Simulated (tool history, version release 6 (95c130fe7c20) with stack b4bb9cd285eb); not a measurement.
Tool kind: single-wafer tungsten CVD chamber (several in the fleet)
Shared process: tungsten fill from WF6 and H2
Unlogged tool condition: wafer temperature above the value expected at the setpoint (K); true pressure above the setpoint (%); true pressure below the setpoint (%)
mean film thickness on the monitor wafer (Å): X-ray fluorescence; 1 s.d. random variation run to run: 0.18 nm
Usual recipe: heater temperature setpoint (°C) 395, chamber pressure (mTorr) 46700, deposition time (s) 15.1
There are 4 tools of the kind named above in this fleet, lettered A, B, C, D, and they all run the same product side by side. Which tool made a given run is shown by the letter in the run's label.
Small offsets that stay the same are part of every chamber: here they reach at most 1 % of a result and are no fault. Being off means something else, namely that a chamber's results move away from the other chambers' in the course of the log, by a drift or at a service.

| run | hour | heater temperature setpoint (°C) | chamber pressure (mTorr) | deposition time (s) | hours since the last thermocouple change | hours since the last manometer calibration | read-back reference wafer on the same gauge, thickness_nm | mean film thickness on the monitor wafer (Å) |
|---|---|---|---|---|---|---|---|---|
| 1D | 5.0 | 395 | 46700 | 15.1 | 191.5 | 902.9 | 50.934 | 489.40 |
| 2B | 12.3 | 395 | 46700 | 15.1 | 239.3 | 951.5 | 50.847 | 484.28 |
|  | 14.4 | chamber A: thermocouple changed; heater temperature recalibrated |
| 3C | 19.4 | 395 | 46700 | 15.1 | 1854.8 | 781.6 | 50.928 | 492.51 |
| 4A | 25.9 | 395 | 46700 | 15.1 | 11.6 | 580.5 | 50.946 | 493.71 |
| 5B | 31.7 | 395 | 46700 | 15.1 | 258.7 | 970.9 | 50.906 | 484.82 |
| 6C | 38.5 | 395 | 46700 | 15.1 | 1873.9 | 800.7 | 50.884 | 486.66 |
| 7D | 42.4 | 395 | 46700 | 15.1 | 228.9 | 940.3 | 50.886 | 486.12 |
| 8A | 51.0 | 395 | 46700 | 15.1 | 36.7 | 605.6 | 50.860 | 491.53 |
| 9D | 57.8 | 395 | 46700 | 15.1 | 244.3 | 955.7 | 50.864 | 486.41 |
| 10A | 65.9 | 395 | 46700 | 15.1 | 51.6 | 620.5 | 50.888 | 493.20 |
| 11B | 72.1 | 395 | 46700 | 15.1 | 299.1 | 1011.3 | 50.901 | 485.71 |
| 12C | 78.6 | 395 | 46700 | 15.1 | 1914.0 | 840.8 | 50.891 | 489.52 |
| 13C | 83.8 | 395 | 46700 | 15.1 | 1919.2 | 846.0 | 50.904 | 489.17 |
| 14B | 90.4 | 395 | 46700 | 15.1 | 317.4 | 1029.6 | 50.890 | 486.77 |
| 15A | 96.0 | 395 | 46700 | 16.6 | 81.7 | 650.6 | 50.938 | 540.17 |
| 16D | 101.5 | 395 | 46700 | 16.6 | 288.0 | 999.4 | 50.902 | 534.08 |
| 17B | 106.4 | 395 | 46700 | 16.6 | 333.4 | 1045.6 | 50.899 | 536.44 |
| 18A | 113.5 | 395 | 46700 | 16.6 | 99.2 | 668.1 | 50.898 | 545.79 |
| 19D | 117.3 | 395 | 46700 | 12.5 | 303.8 | 1015.2 | 50.890 | 402.15 |
|  | 121.9 | chamber C: thermocouple changed; heater temperature recalibrated |
| 20C | 123.2 | 395 | 46700 | 12.5 | 1.4 | 885.4 | 50.919 | 417.90 |
| 21A | 129.5 | 395 | 46700 | 12.5 | 115.2 | 684.1 | 50.886 | 406.39 |
| 22B | 135.5 | 395 | 46700 | 12.5 | 362.5 | 1074.7 | 50.863 | 400.56 |
| 23C | 142.0 | 395 | 46700 | 15.1 | 20.2 | 904.2 | 50.894 | 503.75 |
| 24D | 146.8 | 395 | 46700 | 15.1 | 333.3 | 1044.7 | 50.885 | 484.71 |
| 25B | 155.4 | 395 | 46700 | 15.1 | 382.4 | 1094.6 | 50.928 | 484.24 |
| 26A | 162.7 | 395 | 46700 | 15.1 | 148.4 | 717.3 | 50.951 | 489.69 |
| 27C | 168.2 | 395 | 46700 | 15.1 | 46.4 | 930.4 | 50.827 | 503.51 |
| 28D | 174.8 | 395 | 46700 | 15.1 | 361.3 | 1072.7 | 50.895 | 484.74 |
|  | 176.5 | chamber D: capacitance manometer re-zeroed and calibrated |
| 29C | 179.0 | 395 | 46700 | 15.1 | 57.2 | 941.2 | 50.908 | 509.12 |
| 30B | 185.5 | 395 | 46700 | 15.1 | 412.5 | 1124.7 | 50.897 | 485.42 |
| 31A | 190.9 | 395 | 46700 | 15.1 | 176.6 | 745.5 | 50.870 | 492.21 |
| 32D | 198.0 | 395 | 46700 | 15.1 | 384.5 | 21.6 | 50.857 | 486.53 |
| 33D | 204.5 | 395 | 46700 | 15.1 | 391.0 | 28.1 | 50.863 | 488.37 |
| 34B | 211.2 | 405 | 46700 | 12.9 | 438.2 | 1150.4 | 50.906 | 494.64 |
| 35A | 217.4 | 405 | 46700 | 12.9 | 203.1 | 772.0 | 50.915 | 503.74 |
| 36C | 223.7 | 405 | 46700 | 12.9 | 101.9 | 985.9 | 50.877 | 520.73 |
| 37B | 231.3 | 405 | 46700 | 12.9 | 458.3 | 1170.5 | 50.884 | 497.80 |

Does one chamber stand apart from the rest, does the shared gauge drift, or is all well apart from small per-chamber offsets? Give the chamber and the most likely cause, where there is one.

A service left chamber C off against the others.
What lies behind it: wafer temperature above the value expected at the setpoint (K) = 1.83.

Which of the 4 candidates below, each the usual settings with something changed and its results left as question marks, puts chamber C back in line with what the other chambers give on the usual settings?
To be in line, a result may differ from the other chambers' mean on the usual settings by at most: mean film thickness on the monitor wafer (Å) 6.20
| 38C-1 | 237.5 | 395 | 46800 | 15.2 |  |  |  | ? |
| 38C-2 | 237.5 | 394 | 46400 | 14.9 |  |  |  | ? |
| 38C-3 | 237.5 | 396 | 47000 | 15.3 |  |  |  | ? |
| 38C-4 | 237.5 | 395 | 46700 | 14.9 |  |  |  | ? |

What the other chambers average on the usual settings: mean film thickness on the monitor wafer (Å) 489.03
| run | mean film thickness on the monitor wafer (Å) |
|---|---|
| 38C-1 | 509.39 |
| 38C-2 | 488.02 |
| 38C-3 | 523.53 |
| 38C-4 | 498.80 |
38C-2 puts the chamber back in line with the other chambers.

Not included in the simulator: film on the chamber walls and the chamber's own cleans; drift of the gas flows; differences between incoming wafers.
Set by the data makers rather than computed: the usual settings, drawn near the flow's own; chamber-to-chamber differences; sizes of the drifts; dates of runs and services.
